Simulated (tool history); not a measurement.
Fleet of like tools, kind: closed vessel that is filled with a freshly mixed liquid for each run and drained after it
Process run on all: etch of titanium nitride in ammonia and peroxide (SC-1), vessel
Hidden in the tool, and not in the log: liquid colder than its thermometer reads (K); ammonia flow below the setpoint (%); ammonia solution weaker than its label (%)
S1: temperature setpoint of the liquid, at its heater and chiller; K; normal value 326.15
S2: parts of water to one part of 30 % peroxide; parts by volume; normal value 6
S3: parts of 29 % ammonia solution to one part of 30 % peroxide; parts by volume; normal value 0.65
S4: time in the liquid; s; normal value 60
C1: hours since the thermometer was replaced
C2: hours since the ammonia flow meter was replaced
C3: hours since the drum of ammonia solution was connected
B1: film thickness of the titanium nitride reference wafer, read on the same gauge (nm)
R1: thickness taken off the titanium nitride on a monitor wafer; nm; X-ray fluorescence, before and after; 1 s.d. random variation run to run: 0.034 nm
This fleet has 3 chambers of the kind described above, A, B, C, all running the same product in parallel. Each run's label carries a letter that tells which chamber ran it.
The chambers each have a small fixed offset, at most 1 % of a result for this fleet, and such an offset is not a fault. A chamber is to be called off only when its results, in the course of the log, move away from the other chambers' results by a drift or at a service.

run	hour	S1	S2	S3	S4	C1	C2	C3	B1	R1
1A	8.2	326.15	6	0.65	60	1721.1	618.3	85.7	139.97	7.5798
2C	20.8	326.15	6	0.65	60	331.2	45.3	897.0	139.99	7.4989
# hour 21.4: chamber B: ammonia flow meter replaced
# hour 25.4: chamber C: new drum of ammonia solution connected
3B	29.1	326.15	6	0.65	60	294.2	7.7	552.8	140.02	7.5854
4B	36.8	326.15	6	0.65	60	301.9	15.4	560.5	140.00	7.5832
5A	48.1	326.15	6	0.65	60	1761.0	658.2	125.6	140.02	7.5380
6C	56.1	326.15	6	0.65	60	366.5	80.6	30.7	140.01	7.5017
7A	69.9	326.15	6	0.65	60	1782.8	680.0	147.4	139.98	7.5369
8B	80.6	326.15	6	0.65	60	345.7	59.2	604.3	139.98	7.5955
9C	87.9	326.15	6	0.65	60	398.3	112.4	62.5	140.00	7.5110
10A	96.5	326.15	6	0.65	60	1809.4	706.6	174.0	139.99	7.4796
11C	107.2	326.15	6	0.65	60	417.6	131.7	81.8	140.01	7.5883
12B	117.1	326.15	6	0.65	60	382.2	95.7	640.8	140.00	7.6233
13A	126.7	326.15	6	0.65	60	1839.6	736.8	204.2	140.00	7.4569
# hour 128.6: chamber A: ammonia flow meter replaced
14B	140.0	322.65	6	0.65	45	405.1	118.6	663.7	140.02	4.5034
15C	146.3	322.65	6	0.65	45	456.7	170.8	120.9	140.01	4.4480
16C	157.6	322.65	6	0.65	45	468.0	182.1	132.2	140.00	4.4679
17A	165.8	326.15	5	0.65	30	1878.7	37.3	243.3	140.03	4.0975
18B	177.9	326.15	5	0.65	30	443.0	156.5	701.6	140.00	4.1474
19A	186.1	326.15	5	0.65	30	1899.0	57.6	263.6	139.99	4.0773
20C	197.7	326.15	6	0.65	60	508.1	222.2	172.3	139.98	7.5395
21B	207.9	326.15	5	0.65	60	473.0	186.5	731.6	140.02	8.2685
22B	214.2	326.15	5	0.65	60	479.3	192.8	737.9	140.03	8.2720
23C	221.8	326.15	5	0.65	60	532.2	246.3	196.4	140.02	8.2043
24A	232.1	326.15	6	0.65	60	1945.0	103.6	309.6	139.99	7.4994
25A	238.5	326.15	5	0.50	60	1951.4	110.0	316.0	139.99	7.8399
26C	246.2	326.15	5	0.50	60	556.6	270.7	220.8	140.01	7.8508
# hour 249.3: chamber B: new drum of ammonia solution connected
27B	260.5	326.15	5	0.50	60	525.6	239.1	11.2	139.98	7.9270
28B	274.2	326.15	5	0.35	60	539.3	252.8	24.9	140.02	7.5083
29C	281.6	326.15	5	0.35	60	592.0	306.1	256.2	140.00	7.4291

Is one chamber off against the others, does the gauge drift, or is nothing wrong? If a chamber is off, say which, and what the likeliest cause is.

No chamber stands off beyond its own small offset, and the gauge holds steady.

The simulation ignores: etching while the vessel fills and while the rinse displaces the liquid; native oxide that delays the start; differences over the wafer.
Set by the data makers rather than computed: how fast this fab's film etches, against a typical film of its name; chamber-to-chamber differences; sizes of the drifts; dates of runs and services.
